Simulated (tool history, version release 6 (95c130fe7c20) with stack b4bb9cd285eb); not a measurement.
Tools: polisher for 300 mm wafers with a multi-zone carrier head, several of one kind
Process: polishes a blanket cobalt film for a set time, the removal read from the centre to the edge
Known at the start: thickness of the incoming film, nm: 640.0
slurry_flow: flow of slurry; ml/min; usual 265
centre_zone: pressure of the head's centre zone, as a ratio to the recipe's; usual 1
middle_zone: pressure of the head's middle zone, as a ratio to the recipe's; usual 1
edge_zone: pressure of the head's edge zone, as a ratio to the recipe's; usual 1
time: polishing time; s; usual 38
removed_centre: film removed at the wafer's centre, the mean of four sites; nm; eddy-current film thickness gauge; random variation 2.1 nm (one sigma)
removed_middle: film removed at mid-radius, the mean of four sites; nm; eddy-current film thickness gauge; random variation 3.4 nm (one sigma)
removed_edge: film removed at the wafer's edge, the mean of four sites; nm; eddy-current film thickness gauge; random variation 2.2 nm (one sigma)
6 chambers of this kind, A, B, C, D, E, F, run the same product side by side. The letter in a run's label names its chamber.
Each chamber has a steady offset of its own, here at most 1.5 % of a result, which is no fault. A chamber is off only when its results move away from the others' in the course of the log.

run	hour	slurry_flow	centre_zone	middle_zone	edge_zone	time	removed_centre	removed_middle	removed_edge
1A	4.4	265	1	1	1	38	226.51	223.91	226.16
# hour 5.3: chamber B: worn pad replaced by a new one
# hour 8.2: chamber F: worn pad replaced by a new one
2D	8.4	265	1	1	1	38	225.49	222.29	227.29
3C	10.7	265	1	1	1	38	227.34	227.03	225.18
4B	13.7	265	1	1	1	38	225.9	223.68	228.46
5E	18.1	265	1	1	1	38	228.73	232.48	228.82
6F	20.7	265	1	1	1	38	228.84	229.95	225.11
# hour 22.1: chamber E: worn pad replaced by a new one
7A	23.3	265	1	1	1	38	231.35	230.1	228.8
# hour 25.9: chamber A: slurry nozzle cleaned
8F	27.4	265	1	1	1	38	222.36	227.55	229.27
9D	29.5	265	1	1	1	38	228.3	227.04	223.65
10E	32.6	190	1	1	1	38	215.72	221.83	219.22
11C	35.3	190	1	1	1	38	213.76	218.16	222.53
12B	38.3	190	1	1	1	38	217.7	220.45	219.06
13F	41.8	190	1	1	1	38	217.16	214.71	216.69
14E	44.9	190	1	1	1	38	211.8	222.83	222.8
15B	48.7	190	1	1	1	38	215.85	215.43	217.26
16C	52	265	1	1	1	38	229.25	222.3	221.75
17D	56.4	265	1	1	1	38	226.57	224.21	227.04
18A	61.1	265	1	1	1	38	237.7	229.82	224.15
19D	64.7	265	1	1	1	38	226.86	223.74	225.99
# hour 66.3: chamber A: worn pad replaced by a new one
20A	67.4	265	1	1	1	38	242.12	231.13	223.93
21C	71.1	265	1	1	1	47	283.46	281.08	280.38
22B	74.3	265	1	1	1	47	278.5	279.63	272.22
23F	76.6	265	1	1	1	47	280.82	277.43	276.89
24E	79.4	265	1	1	1	47	279.52	287	277.22
25F	83.7	265	1	1	1	47	278.9	287.79	284.66
26C	88	265	1	1	1	47	280.32	277.42	277.37
27E	91.2	265	1	1	1	38	225.81	230.21	230.15
# hour 92.2: chamber C: worn pad replaced by a new one
# hour 93.2: chamber D: worn pad replaced by a new one
28A	93.4	265	1	1	1	38	245.79	222.89	228.58
# hour 95.5: chamber C: slurry nozzle cleaned
29B	96.9	265	1	1	1	38	230.06	229.28	223.07
30D	101	265	1	1	1	38	229.72	222.94	227.92
31A	104.4	265	1	1	1	38	248.85	222.81	223.59
32D	109.1	265	1	1	1	38	230.92	230.36	224.58
33B	112.7	190	1	1	1	38	217.51	215.08	218.13
34C	114.9	190	1	1	1	38	218.55	212.2	224.08
35F	117.6	190	1	1	1	38	216.6	215.25	217.64
36E	120.4	190	1	1	1	38	217.17	224.27	220.35

What goes on in this fleet: one chamber off, a drifting gauge, or nothing beyond the chambers' own small offsets? Name the chamber and the cause, if any.

Chamber A drifts away from the others.
Cause: centre zone's pressure above its setpoint, % = 8.81.

Here are 4 candidates for chamber A's next run, each the usual settings with a change, their results left as question marks. Which one brings its results back in line with what the others give on the usual settings?
In line means no further than this from the other chambers' mean on the usual settings: removed_centre 7.3 nm; removed_middle 12 nm; removed_edge 7.8 nm
37A-1	123.9	265	0.97	1.01	1.01	38	?	?	?
37A-2	123.9	270	1.08	0.99	0.97	39	?	?	?
37A-3	123.9	260	0.93	1.01	1.03	37	?	?	?
37A-4	123.9	265	1.03	0.99	0.99	38	?	?	?

The other chambers' mean on the usual settings: removed_centre 226.83 nm; removed_middle 227.4 nm; removed_edge 226.32 nm
run	removed_centre	removed_middle	removed_edge
37A-1	242.85	232.71	227.78
37A-2	281.1	234.87	229.28
37A-3	225.14	226.16	223.76
37A-4	259.43	228.46	225.46
37A-3 brings the chamber back in line.

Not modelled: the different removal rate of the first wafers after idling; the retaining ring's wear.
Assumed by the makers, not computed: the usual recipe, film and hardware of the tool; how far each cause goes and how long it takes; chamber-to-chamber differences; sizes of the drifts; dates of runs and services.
